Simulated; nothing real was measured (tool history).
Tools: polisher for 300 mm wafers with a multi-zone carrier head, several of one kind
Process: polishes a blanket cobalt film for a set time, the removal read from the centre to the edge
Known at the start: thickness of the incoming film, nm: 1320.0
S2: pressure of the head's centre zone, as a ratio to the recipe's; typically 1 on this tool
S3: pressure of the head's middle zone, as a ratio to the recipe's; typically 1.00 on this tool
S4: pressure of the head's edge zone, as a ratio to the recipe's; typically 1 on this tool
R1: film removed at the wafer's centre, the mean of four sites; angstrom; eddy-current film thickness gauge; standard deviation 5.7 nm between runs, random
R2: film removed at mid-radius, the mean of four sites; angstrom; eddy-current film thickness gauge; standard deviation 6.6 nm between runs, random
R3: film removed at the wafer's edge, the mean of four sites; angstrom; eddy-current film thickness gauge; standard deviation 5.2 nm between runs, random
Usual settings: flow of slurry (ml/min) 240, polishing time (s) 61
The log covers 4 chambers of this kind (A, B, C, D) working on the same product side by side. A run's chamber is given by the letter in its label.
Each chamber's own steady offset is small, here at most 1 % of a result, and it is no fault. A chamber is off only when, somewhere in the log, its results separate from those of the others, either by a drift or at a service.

-- hour=1.6 chamber D: worn pad replaced by a new one
run 1C hour=4.7 | flow_of_slurry_(ml/min)=240 S2=1 S3=1.00 S4=1 polishing_time_(s)=61 | R1=5388.9 R2=5339.9 R3=5356.6
-- hour=10.5 chamber B: worn pad replaced by a new one
run 2B hour=12.1 | flow_of_slurry_(ml/min)=240 S2=1 S3=1.00 S4=1 polishing_time_(s)=61 | R1=5303.8 R2=5250.5 R3=5302.8
run 3D hour=19.7 | flow_of_slurry_(ml/min)=240 S2=1 S3=1.00 S4=1 polishing_time_(s)=61 | R1=5196.1 R2=5344.9 R3=5319.7
-- hour=21.6 chamber C: worn pad replaced by a new one
run 4A hour=24.0 | flow_of_slurry_(ml/min)=240 S2=1 S3=1.00 S4=1 polishing_time_(s)=61 | R1=5331.3 R2=5324.8 R3=5288.3
run 5C hour=30.9 | flow_of_slurry_(ml/min)=240 S2=1 S3=1.00 S4=1 polishing_time_(s)=61 | R1=5262.4 R2=5369.9 R3=5428.6
run 6B hour=36.0 | flow_of_slurry_(ml/min)=240 S2=1 S3=1.00 S4=1 polishing_time_(s)=61 | R1=5225.4 R2=5257.8 R3=5232.5
run 7D hour=39.9 | flow_of_slurry_(ml/min)=240 S2=1 S3=1.00 S4=1 polishing_time_(s)=61 | R1=5369.1 R2=5361.5 R3=5311.3
run 8A hour=45.1 | flow_of_slurry_(ml/min)=240 S2=1 S3=1.00 S4=1 polishing_time_(s)=61 | R1=5367.8 R2=5202.9 R3=5251.6
run 9B hour=50.4 | flow_of_slurry_(ml/min)=240 S2=1 S3=1.00 S4=1 polishing_time_(s)=61 | R1=5382.6 R2=5205.0 R3=5360.7
run 10C hour=55.5 | flow_of_slurry_(ml/min)=240 S2=1 S3=1.00 S4=1 polishing_time_(s)=61 | R1=5364.2 R2=5380.6 R3=5370.2
-- hour=58.7 chamber B: worn pad replaced by a new one
-- hour=58.8 chamber B: slurry nozzle cleaned
-- hour=61.7 chamber A: worn pad replaced by a new one
run 11D hour=63.0 | flow_of_slurry_(ml/min)=240 S2=1 S3=1.00 S4=1 polishing_time_(s)=61 | R1=5358.0 R2=5323.5 R3=5358.4
run 12A hour=69.1 | flow_of_slurry_(ml/min)=240 S2=1 S3=1.00 S4=1 polishing_time_(s)=61 | R1=5327.6 R2=5275.6 R3=5259.1
run 13C hour=74.1 | flow_of_slurry_(ml/min)=240 S2=1 S3=1.00 S4=1 polishing_time_(s)=61 | R1=5442.7 R2=5351.5 R3=5374.9
-- hour=77.5 chamber C: worn pad replaced by a new one
-- hour=77.9 chamber D: worn pad replaced by a new one
run 14A hour=80.8 | flow_of_slurry_(ml/min)=240 S2=1 S3=1.00 S4=1 polishing_time_(s)=61 | R1=5347.2 R2=5445.2 R3=5348.8
-- hour=81.7 chamber C: slurry nozzle cleaned
run 15B hour=87.8 | flow_of_slurry_(ml/min)=240 S2=1 S3=1.00 S4=1 polishing_time_(s)=61 | R1=5209.3 R2=5278.5 R3=5355.4
run 16D hour=92.0 | flow_of_slurry_(ml/min)=240 S2=1 S3=1.00 S4=1 polishing_time_(s)=61 | R1=5331.7 R2=5391.5 R3=5333.2
run 17C hour=99.3 | flow_of_slurry_(ml/min)=240 S2=1 S3=1.00 S4=1 polishing_time_(s)=61 | R1=5278.8 R2=5463.7 R3=5336.0
run 18B hour=104.0 | flow_of_slurry_(ml/min)=240 S2=1 S3=1.00 S4=1 polishing_time_(s)=61 | R1=5332.2 R2=5337.1 R3=5368.0
-- hour=111.8 chamber A: slurry nozzle cleaned
run 19D hour=112.6 | flow_of_slurry_(ml/min)=240 S2=1 S3=1.00 S4=1 polishing_time_(s)=61 | R1=5374.5 R2=5438.4 R3=5360.9
-- hour=115.4 chamber B: worn pad replaced by a new one
run 20A hour=118.0 | flow_of_slurry_(ml/min)=240 S2=1 S3=1.00 S4=1 polishing_time_(s)=61 | R1=5290.5 R2=5359.6 R3=5315.1
-- hour=124.4 chamber A: worn pad replaced by a new one
run 21A hour=124.7 | flow_of_slurry_(ml/min)=240 S2=1 S3=1.00 S4=1 polishing_time_(s)=61 | R1=5359.5 R2=5298.2 R3=5315.7
-- hour=130.5 chamber D: centre zone pressure recalibrated
run 22C hour=132.7 | flow_of_slurry_(ml/min)=240 S2=1 S3=1.00 S4=1 polishing_time_(s)=61 | R1=5365.5 R2=5339.4 R3=5423.6
-- hour=133.0 chamber C: worn pad replaced by a new one
run 23B hour=137.6 | flow_of_slurry_(ml/min)=240 S2=1 S3=1.00 S4=1 polishing_time_(s)=61 | R1=5264.0 R2=5199.6 R3=5360.2
run 24D hour=142.6 | flow_of_slurry_(ml/min)=240 S2=1 S3=1.00 S4=1 polishing_time_(s)=61 | R1=4767.9 R2=5203.8 R3=5313.0
run 25D hour=147.5 | flow_of_slurry_(ml/min)=240 S2=1 S3=1.00 S4=1 polishing_time_(s)=61 | R1=4809.1 R2=5286.7 R3=5395.7
run 26B hour=151.7 | flow_of_slurry_(ml/min)=240 S2=1 S3=1.00 S4=1 polishing_time_(s)=61 | R1=5235.9 R2=5322.6 R3=5343.7
run 27C hour=157.2 | flow_of_slurry_(ml/min)=240 S2=1 S3=1.00 S4=1 polishing_time_(s)=61 | R1=5263.4 R2=5357.6 R3=5325.4
-- hour=162.2 chamber D: worn pad replaced by a new one
run 28A hour=164.7 | flow_of_slurry_(ml/min)=240 S2=1 S3=1.00 S4=1 polishing_time_(s)=61 | R1=5410.9 R2=5338.9 R3=5332.1
-- hour=166.4 chamber B: worn pad replaced by a new one
run 29C hour=169.7 | flow_of_slurry_(ml/min)=240 S2=1 S3=1.00 S4=1 polishing_time_(s)=61 | R1=5291.0 R2=5389.9 R3=5412.1
run 30D hour=177.3 | flow_of_slurry_(ml/min)=240 S2=1 S3=1.00 S4=1 polishing_time_(s)=61 | R1=4823.8 R2=5231.6 R3=5318.5
run 31A hour=185.2 | flow_of_slurry_(ml/min)=240 S2=1 S3=1.00 S4=1 polishing_time_(s)=61 | R1=5349.5 R2=5319.6 R3=5289.2
-- hour=186.4 chamber C: worn pad replaced by a new one
run 32B hour=194.0 | flow_of_slurry_(ml/min)=240 S2=1 S3=1.00 S4=1 polishing_time_(s)=61 | R1=5317.5 R2=5386.7 R3=5404.3
-- hour=195.5 chamber A: worn pad replaced by a new one
run 33D hour=201.1 | flow_of_slurry_(ml/min)=240 S2=1 S3=1.00 S4=1 polishing_time_(s)=61 | R1=4916.2 R2=5359.4 R3=5415.3
run 34B hour=205.0 | flow_of_slurry_(ml/min)=240 S2=1 S3=1.00 S4=1 polishing_time_(s)=61 | R1=5256.6 R2=5247.0 R3=5388.3
run 35C hour=210.6 | flow_of_slurry_(ml/min)=240 S2=1 S3=1.00 S4=1 polishing_time_(s)=54 | R1=4669.2 R2=4745.9 R3=4732.6
run 36A hour=218.3 | flow_of_slurry_(ml/min)=240 S2=1 S3=1.00 S4=1 polishing_time_(s)=54 | R1=4728.2 R2=4697.2 R3=4681.4
run 37A hour=222.3 | flow_of_slurry_(ml/min)=240 S2=1 S3=1.00 S4=1 polishing_time_(s)=54 | R1=4678.4 R2=4690.6 R3=4678.1
-- hour=226.3 chamber B: worn pad replaced by a new one
run 38D hour=226.3 | flow_of_slurry_(ml/min)=240 S2=1 S3=1.00 S4=1 polishing_time_(s)=54 | R1=4267.0 R2=4668.6 R3=4700.9
run 39B hour=230.7 | flow_of_slurry_(ml/min)=240 S2=1 S3=1.00 S4=1 polishing_time_(s)=61 | R1=5225.9 R2=5413.6 R3=5388.4
run 40C hour=237.2 | flow_of_slurry_(ml/min)=240 S2=1 S3=1.00 S4=1 polishing_time_(s)=61 | R1=5453.4 R2=5278.7 R3=5311.1
run 41B hour=241.6 | flow_of_slurry_(ml/min)=240 S2=1 S3=1.00 S4=1 polishing_time_(s)=61 | R1=5299.2 R2=5237.5 R3=5306.7
run 42A hour=249.0 | flow_of_slurry_(ml/min)=240 S2=1 S3=0.96 S4=1 polishing_time_(s)=61 | R1=5345.1 R2=5108.7 R3=5362.9

The same settings go to every chamber for the next run, one line per chamber below. Forecast the results for each:
run 43A hour=255.3 | flow_of_slurry_(ml/min)=240 S2=1 S3=1.00 S4=1 polishing_time_(s)=61 | R1=? R2=? R3=?
run 43B hour=255.3 | flow_of_slurry_(ml/min)=240 S2=1 S3=1.00 S4=1 polishing_time_(s)=61 | R1=? R2=? R3=?
run 43C hour=255.3 | flow_of_slurry_(ml/min)=240 S2=1 S3=1.00 S4=1 polishing_time_(s)=61 | R1=? R2=? R3=?
run 43D hour=255.3 | flow_of_slurry_(ml/min)=240 S2=1 S3=1.00 S4=1 polishing_time_(s)=61 | R1=? R2=? R3=?

run=43A R1=5273.4 R2=5247.3 R3=5255.0
run=43B R1=5217.1 R2=5372.5 R3=5368.3
run=43C R1=5328.2 R2=5333.3 R3=5273.0
run=43D R1=4859.2 R2=5349.0 R3=5387.9
